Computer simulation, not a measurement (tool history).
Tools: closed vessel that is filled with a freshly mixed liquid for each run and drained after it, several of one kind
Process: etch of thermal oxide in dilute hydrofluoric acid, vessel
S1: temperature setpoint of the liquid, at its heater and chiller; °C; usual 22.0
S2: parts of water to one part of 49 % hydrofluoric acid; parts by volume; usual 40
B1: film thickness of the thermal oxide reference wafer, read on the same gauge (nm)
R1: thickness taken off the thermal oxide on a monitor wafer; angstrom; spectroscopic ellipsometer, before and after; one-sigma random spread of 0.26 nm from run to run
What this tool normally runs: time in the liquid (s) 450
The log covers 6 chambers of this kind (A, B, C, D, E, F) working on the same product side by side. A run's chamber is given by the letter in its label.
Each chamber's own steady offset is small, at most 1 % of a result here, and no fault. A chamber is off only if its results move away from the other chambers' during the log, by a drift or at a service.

Run 1F, hour 5.1: usual settings; B1 129.99. Result: R1 531.62 angstrom.
Run 2A, hour 10.8: usual settings; B1 130.02. Result: R1 529.57 angstrom.
Run 3C, hour 14.8: usual settings; B1 129.99. Result: R1 520.90 angstrom.
Run 4D, hour 18.6: usual settings; B1 129.98. Result: R1 530.92 angstrom.
Run 5B, hour 24.8: usual settings; B1 129.96. Result: R1 534.87 angstrom.
Run 6E, hour 28.4: usual settings; B1 129.99. Result: R1 530.38 angstrom.
Run 7F, hour 33.4: usual settings; B1 129.98. Result: R1 527.19 angstrom.
Run 8E, hour 40.4: usual settings; B1 130.01. Result: R1 531.28 angstrom.
Run 9B, hour 44.9: usual settings; B1 129.99. Result: R1 535.72 angstrom.
Run 10D, hour 48.6: usual settings; B1 129.99. Result: R1 531.54 angstrom.
Run 11C, hour 54.0: usual settings but time in the liquid (s) 695; B1 129.98. Result: R1 800.28 angstrom.
Run 12A, hour 59.8: usual settings but time in the liquid (s) 695; B1 130.02. Result: R1 816.27 angstrom.
Run 13C, hour 65.8: usual settings but time in the liquid (s) 695; B1 129.95. Result: R1 802.51 angstrom.
Run 14E, hour 71.2: usual settings but time in the liquid (s) 695; B1 129.97. Result: R1 818.08 angstrom.
Run 15A, hour 76.4: usual settings but time in the liquid (s) 695; B1 130.02. Result: R1 816.25 angstrom.
Run 16B, hour 82.3: usual settings but time in the liquid (s) 695; B1 130.04. Result: R1 820.51 angstrom.
Run 17F, hour 88.1: usual settings; B1 129.98. Result: R1 529.61 angstrom.
At hour 92.6: chamber F: hydrofluoric acid flow meter replaced.
Run 18D, hour 93.5: usual settings; B1 130.02. Result: R1 531.22 angstrom.
Run 19C, hour 98.2: usual settings; B1 130.02. Result: R1 524.45 angstrom.
Run 20D, hour 101.7: usual settings; B1 129.97. Result: R1 527.99 angstrom.
Run 21F, hour 106.1: usual settings; B1 130.02. Result: R1 528.53 angstrom.
Run 22B, hour 112.6: usual settings; B1 129.99. Result: R1 538.84 angstrom.
Run 23A, hour 119.4: usual settings; B1 130.00. Result: R1 528.79 angstrom.
Run 24E, hour 123.5: usual settings; B1 130.04. Result: R1 529.93 angstrom.
Run 25D, hour 129.1: usual settings; B1 129.99. Result: R1 532.46 angstrom.
Run 26B, hour 132.4: usual settings; B1 130.02. Result: R1 544.41 angstrom.
Run 27E, hour 136.8: usual settings but S1 23.5 °C; B1 130.01. Result: R1 565.74 angstrom.
Run 28C, hour 140.9: usual settings but S1 23.5 °C; B1 130.00. Result: R1 552.75 angstrom.
Run 29A, hour 146.1: usual settings but S1 23.5 °C; B1 130.05. Result: R1 564.12 angstrom.
Run 30F, hour 152.6: usual settings but S1 23.5 °C; B1 130.00. Result: R1 568.97 angstrom.
Run 31B, hour 155.7: usual settings but S1 23.5 °C; B1 129.99. Result: R1 583.80 angstrom.
Run 32F, hour 161.2: usual settings but S1 23.5 °C; B1 130.01. Result: R1 567.03 angstrom.
Run 33A, hour 164.6: usual settings; B1 129.97. Result: R1 531.34 angstrom.
Run 34E, hour 167.7: usual settings but S1 26.0 °C, time in the liquid (s) 535; B1 129.97. Result: R1 752.10 angstrom.
Run 35C, hour 172.4: usual settings but S1 26.0 °C, time in the liquid (s) 535; B1 130.00. Result: R1 726.35 angstrom.
Run 36D, hour 177.9: usual settings but S1 26.0 °C, time in the liquid (s) 535; B1 130.02. Result: R1 740.82 angstrom.
Run 37F, hour 182.1: usual settings but S1 26.0 °C, time in the liquid (s) 535; B1 129.99. Result: R1 742.71 angstrom.
Run 38A, hour 187.0: usual settings but S1 26.0 °C, time in the liquid (s) 535; B1 130.00. Result: R1 738.46 angstrom.
Run 39C, hour 192.6: usual settings but S1 26.0 °C, time in the liquid (s) 535; B1 130.01. Result: R1 737.58 angstrom.

Read the log: is a single chamber off, either drifting away or since a service, is the gauge that measures every chamber drifting, or is nothing wrong beyond small per-chamber offsets? Name any odd chamber and what most likely caused it.

It is chamber B that slowly wanders off from its peers.
Likeliest cause: liquid hotter than its thermometer reads (K) = 0.885.
From this log alone, it may not be told apart from: hydrofluoric acid flow above the setpoint (%).

Which of the 4 candidates below, each the usual settings with something changed and its results left as question marks, puts chamber B back in line with what the other chambers give on the usual settings?
In line means no further than this from the other chambers' mean on the usual settings: R1 9.20 angstrom
Run 40B-1, hour 197.6: usual settings but time in the liquid (s) 485. Result: R1 ?.
Run 40B-2, hour 197.6: usual settings but time in the liquid (s) 470. Result: R1 ?.
Run 40B-3, hour 197.6: usual settings but time in the liquid (s) 415. Result: R1 ?.
Run 40B-4, hour 197.6: usual settings but time in the liquid (s) 430. Result: R1 ?.

Mean of the other chambers on the usual settings: R1 528.63 angstrom
  run      R1
40B-1  595.44
40B-2  577.02
40B-3  509.50
40B-4  527.91
The answer is 40B-4, which returns the chamber to within the allowed miss of the others.
